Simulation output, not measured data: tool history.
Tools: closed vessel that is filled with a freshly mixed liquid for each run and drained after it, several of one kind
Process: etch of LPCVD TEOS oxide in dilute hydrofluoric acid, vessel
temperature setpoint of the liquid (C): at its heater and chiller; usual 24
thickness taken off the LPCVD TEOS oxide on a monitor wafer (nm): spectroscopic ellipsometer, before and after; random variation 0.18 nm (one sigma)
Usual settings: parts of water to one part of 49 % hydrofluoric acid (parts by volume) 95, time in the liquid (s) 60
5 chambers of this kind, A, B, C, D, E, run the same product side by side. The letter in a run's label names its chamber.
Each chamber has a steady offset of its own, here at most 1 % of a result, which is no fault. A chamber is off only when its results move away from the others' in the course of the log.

run,hour,temperature setpoint of the liquid (C),parts of water to one part of 49 % hydrofluoric acid (parts by volume),time in the liquid (s),"read-back film thickness of the LPCVD TEOS oxide reference wafer, read on the same gauge (nm)",thickness taken off the LPCVD TEOS oxide on a monitor wafer (nm)
# hour 9.4: chamber B: thermometer replaced
1D,10.5,24,95,60,79.99,30.697
2E,21,24,95,60,80.001,30.611
3A,33.1,24,95,60,79.994,30.651
4B,41.9,24,95,60,79.985,30.663
5C,52.4,24,95,60,80.023,30.752
6D,61.1,24,95,60,79.99,30.757
7B,73.6,24,95,60,80.023,30.731
8A,79.2,24,95,60,80.022,30.69
# hour 80.6: chamber D: hydrofluoric acid flow meter replaced
9C,89.5,24,95,60,80.012,30.543
10E,96.8,24,95,60,80.032,30.187
11C,106.6,24,95,60,79.988,30.938
12D,118.4,24,95,60,79.99,30.653
13B,126.4,24,95,60,80.036,30.56
14E,131.9,24,95,60,79.992,29.796
15A,139.2,24,95,60,80.016,30.723
16D,145.3,24,95,60,79.992,30.921
17E,154.3,24,95,60,79.983,29.66
18B,159.9,24,95,60,80.009,30.636
19C,169.2,24,95,75,79.986,38.503
20A,176.2,24,95,75,79.995,38.418
21A,188.2,24,95,75,79.987,37.925
22B,198.9,24,95,75,79.977,38.207
23D,208,24,95,75,80.015,38.447
24E,214.8,24,95,60,80.004,28.737
25C,227.1,24,95,60,80.005,30.517
26A,237.1,28,65,60,79.998,55.057
27C,243.3,28,65,60,80.005,54.401
28B,250.4,28,65,60,79.964,54.979
29E,256.6,28,65,60,79.97,52.057
30D,262.7,28,65,60,79.997,54.871
31D,274,24,95,60,79.998,30.762
32B,286,24,95,60,80.006,30.533
33A,294.2,24,95,60,80.009,30.568

Next, every chamber runs the same settings. What will each give?
34A,303.1,27.5,95,60,,?
34B,303.1,27.5,95,60,,?
34C,303.1,27.5,95,60,,?
34D,303.1,27.5,95,60,,?
34E,303.1,27.5,95,60,,?

run,thickness taken off the LPCVD TEOS oxide on a monitor wafer (nm)
34A,35.257
34B,34.919
34C,34.959
34D,35.423
34E,32.104

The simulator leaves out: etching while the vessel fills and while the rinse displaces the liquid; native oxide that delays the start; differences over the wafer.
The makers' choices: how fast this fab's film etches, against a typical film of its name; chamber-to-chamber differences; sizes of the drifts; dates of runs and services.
